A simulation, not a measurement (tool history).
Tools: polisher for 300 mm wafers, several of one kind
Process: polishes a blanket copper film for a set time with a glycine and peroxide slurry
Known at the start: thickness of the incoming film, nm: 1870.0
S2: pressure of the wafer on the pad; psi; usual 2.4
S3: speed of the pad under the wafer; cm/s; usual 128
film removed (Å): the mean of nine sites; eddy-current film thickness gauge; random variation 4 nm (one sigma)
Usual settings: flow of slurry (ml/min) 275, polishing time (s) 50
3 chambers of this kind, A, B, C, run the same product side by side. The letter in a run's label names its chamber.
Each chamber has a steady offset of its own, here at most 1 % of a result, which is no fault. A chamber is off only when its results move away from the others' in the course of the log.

-- hour=4.2 chamber A: head pressure recalibrated
run 1C hour=9.5 | flow_of_slurry_(ml/min)=275 S2=2.4 S3=128 polishing_time_(s)=50 | film_removed_(Å)=2657.9
run 2B hour=19.3 | flow_of_slurry_(ml/min)=275 S2=2.4 S3=128 polishing_time_(s)=50 | film_removed_(Å)=2717.4
run 3A hour=24.0 | flow_of_slurry_(ml/min)=275 S2=2.4 S3=128 polishing_time_(s)=50 | film_removed_(Å)=2683.2
run 4A hour=31.1 | flow_of_slurry_(ml/min)=275 S2=2.4 S3=128 polishing_time_(s)=50 | film_removed_(Å)=2665.7
-- hour=38.6 chamber A: slurry nozzle cleaned
run 5C hour=41.3 | flow_of_slurry_(ml/min)=275 S2=2.4 S3=128 polishing_time_(s)=50 | film_removed_(Å)=2619.3
-- hour=44.5 chamber A: worn pad replaced by a new one
run 6B hour=46.6 | flow_of_slurry_(ml/min)=275 S2=2.4 S3=128 polishing_time_(s)=50 | film_removed_(Å)=2702.6
run 7B hour=51.8 | flow_of_slurry_(ml/min)=275 S2=2.4 S3=128 polishing_time_(s)=50 | film_removed_(Å)=2690.7
run 8A hour=57.0 | flow_of_slurry_(ml/min)=275 S2=2.4 S3=128 polishing_time_(s)=50 | film_removed_(Å)=2621.3
run 9C hour=61.9 | flow_of_slurry_(ml/min)=275 S2=2.4 S3=128 polishing_time_(s)=50 | film_removed_(Å)=2739.2
-- hour=66.2 chamber B: worn pad replaced by a new one
run 10C hour=68.3 | flow_of_slurry_(ml/min)=275 S2=2.4 S3=128 polishing_time_(s)=50 | film_removed_(Å)=2722.2
run 11B hour=78.3 | flow_of_slurry_(ml/min)=275 S2=2.4 S3=128 polishing_time_(s)=50 | film_removed_(Å)=2720.5
-- hour=84.0 chamber C: slurry nozzle cleaned
run 12A hour=88.2 | flow_of_slurry_(ml/min)=275 S2=2.4 S3=128 polishing_time_(s)=50 | film_removed_(Å)=2748.3
-- hour=89.4 chamber C: worn pad replaced by a new one
-- hour=92.7 chamber B: slurry nozzle cleaned
run 13A hour=93.4 | flow_of_slurry_(ml/min)=275 S2=2.4 S3=128 polishing_time_(s)=50 | film_removed_(Å)=2728.6
run 14B hour=99.7 | flow_of_slurry_(ml/min)=275 S2=2.4 S3=128 polishing_time_(s)=50 | film_removed_(Å)=2648.4
run 15C hour=105.6 | flow_of_slurry_(ml/min)=225 S2=2.4 S3=128 polishing_time_(s)=34 | film_removed_(Å)=1792.9
-- hour=108.3 chamber A: worn pad replaced by a new one
run 16B hour=111.9 | flow_of_slurry_(ml/min)=225 S2=2.4 S3=128 polishing_time_(s)=34 | film_removed_(Å)=1754.4
run 17C hour=116.6 | flow_of_slurry_(ml/min)=225 S2=2.4 S3=128 polishing_time_(s)=34 | film_removed_(Å)=1819.9
run 18A hour=121.4 | flow_of_slurry_(ml/min)=275 S2=2.4 S3=128 polishing_time_(s)=50 | film_removed_(Å)=2685.9
run 19B hour=127.3 | flow_of_slurry_(ml/min)=275 S2=2.4 S3=128 polishing_time_(s)=50 | film_removed_(Å)=2631.5
run 20C hour=133.4 | flow_of_slurry_(ml/min)=275 S2=2.4 S3=128 polishing_time_(s)=50 | film_removed_(Å)=2633.9
run 21A hour=139.9 | flow_of_slurry_(ml/min)=275 S2=2.4 S3=128 polishing_time_(s)=50 | film_removed_(Å)=2664.4
run 22C hour=146.8 | flow_of_slurry_(ml/min)=275 S2=2.4 S3=128 polishing_time_(s)=50 | film_removed_(Å)=2725.1
run 23B hour=154.8 | flow_of_slurry_(ml/min)=275 S2=2.4 S3=128 polishing_time_(s)=50 | film_removed_(Å)=2618.7
run 24A hour=162.7 | flow_of_slurry_(ml/min)=275 S2=2.4 S3=128 polishing_time_(s)=50 | film_removed_(Å)=2657.8

Is one chamber off against the others, does the gauge drift, or is nothing wrong? If a chamber is off, say which, and what the likeliest cause is.

No chamber stands off beyond its own small offset, and the gauge holds steady.

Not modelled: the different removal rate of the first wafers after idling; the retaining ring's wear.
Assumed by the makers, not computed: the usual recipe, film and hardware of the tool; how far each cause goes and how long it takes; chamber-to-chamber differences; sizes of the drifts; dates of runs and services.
